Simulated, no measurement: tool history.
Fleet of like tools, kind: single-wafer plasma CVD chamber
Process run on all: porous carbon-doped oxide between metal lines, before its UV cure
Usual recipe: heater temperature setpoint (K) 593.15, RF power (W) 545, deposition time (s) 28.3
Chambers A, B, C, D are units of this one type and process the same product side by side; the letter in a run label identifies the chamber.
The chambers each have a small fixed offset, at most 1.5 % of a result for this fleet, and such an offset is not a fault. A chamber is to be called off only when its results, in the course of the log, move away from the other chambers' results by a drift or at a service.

| run | hour | heater temperature setpoint (K) | RF power (W) | deposition time (s) | read-back reference wafer on the same gauge, thickness_nm | mean film thickness on the monitor wafer (nm) |
|---|---|---|---|---|---|---|
| 1B | 3.6 | 593.15 | 545 | 28.3 | 135.14 | 146.95 |
| 2A | 7.1 | 593.15 | 545 | 28.3 | 134.86 | 148.39 |
| 3C | 11.5 | 593.15 | 545 | 28.3 | 135.03 | 146.3 |
| 4D | 17 | 593.15 | 545 | 28.3 | 134.91 | 146.8 |
| 5B | 21.6 | 593.15 | 545 | 28.3 | 134.86 | 146.72 |
| 6A | 25.4 | 593.15 | 545 | 28.3 | 135.11 | 146.84 |
| 7C | 31.2 | 593.15 | 545 | 33.1 | 135.06 | 170.05 |
| 8D | 35.3 | 593.15 | 545 | 33.1 | 134.96 | 171.77 |
| 9C | 38.6 | 593.15 | 545 | 33.1 | 135.08 | 168.06 |
| 10A | 42.4 | 593.15 | 545 | 33.1 | 134.97 | 171.98 |
| 11D | 48.7 | 585.15 | 440 | 28.3 | 135.01 | 132.35 |
| 12B | 53.4 | 585.15 | 440 | 28.3 | 134.91 | 132.4 |
| 13A | 57 | 585.15 | 440 | 28.3 | 135.06 | 132.83 |
| 14D | 61.9 | 585.15 | 440 | 28.3 | 134.93 | 132.46 |
| 15B | 65.8 | 593.15 | 545 | 28.3 | 134.92 | 145.96 |
| 16C | 69 | 581.15 | 545 | 28.3 | 135.04 | 154.14 |
| 17D | 74.2 | 581.15 | 545 | 28.3 | 134.95 | 157.12 |
| 18B | 79.1 | 581.15 | 545 | 28.3 | 134.92 | 155.9 |
| 19A | 82.1 | 581.15 | 545 | 28.3 | 135.02 | 156.6 |
| 20C | 85.4 | 593.15 | 545 | 28.3 | 134.82 | 143.06 |
| 21A | 90.4 | 593.15 | 545 | 28.3 | 135.06 | 147.9 |
| 22D | 94.6 | 593.15 | 545 | 28.3 | 134.84 | 147.75 |
| 23C | 100.8 | 604.15 | 545 | 28.3 | 134.86 | 135.37 |
| 24B | 104 | 604.15 | 545 | 28.3 | 135.05 | 138.33 |
| 25D | 107.3 | 604.15 | 545 | 28.3 | 135.06 | 140.04 |
| 26A | 113 | 604.15 | 545 | 28.3 | 134.9 | 138.7 |
| 27B | 116.2 | 593.15 | 545 | 28.3 | 135.04 | 147.1 |
| 28C | 119.3 | 593.15 | 545 | 28.3 | 134.99 | 142.71 |
| 29C | 124.5 | 593.15 | 545 | 28.3 | 135.11 | 141.51 |
| 30A | 129.8 | 587.15 | 465 | 28.3 | 134.92 | 136.31 |
| 31D | 134.2 | 587.15 | 465 | 28.3 | 135.05 | 136.77 |
| 32B | 138.7 | 587.15 | 465 | 28.3 | 135.04 | 135.3 |
| 33A | 142.5 | 587.15 | 465 | 28.3 | 134.88 | 135.82 |
| 34D | 147.4 | 593.15 | 545 | 28.3 | 135.04 | 148.08 |
| 35C | 151.9 | 593.15 | 545 | 28.3 | 134.99 | 141.22 |
| 36B | 155.5 | 593.15 | 545 | 28.3 | 134.91 | 147.34 |
| 37B | 160.1 | 593.15 | 545 | 28.3 | 134.94 | 147.05 |
| 38D | 164.8 | 593.15 | 545 | 31.8 | 135.09 | 165.03 |
| 39A | 168.4 | 593.15 | 545 | 31.8 | 135.06 | 164.2 |
| 40C | 172.1 | 593.15 | 545 | 31.8 | 135.11 | 156.29 |

Each of the 4 chambers runs these same settings next. Fill in every chamber's results:
| 41A | 176.7 | 593.15 | 545 | 28.3 |  | ? |
| 41B | 176.7 | 593.15 | 545 | 28.3 |  | ? |
| 41C | 176.7 | 593.15 | 545 | 28.3 |  | ? |
| 41D | 176.7 | 593.15 | 545 | 28.3 |  | ? |

| run | mean film thickness on the monitor wafer (nm) |
|---|---|
| 41A | 146.09 |
| 41B | 146.98 |
| 41C | 140.13 |
| 41D | 147.15 |
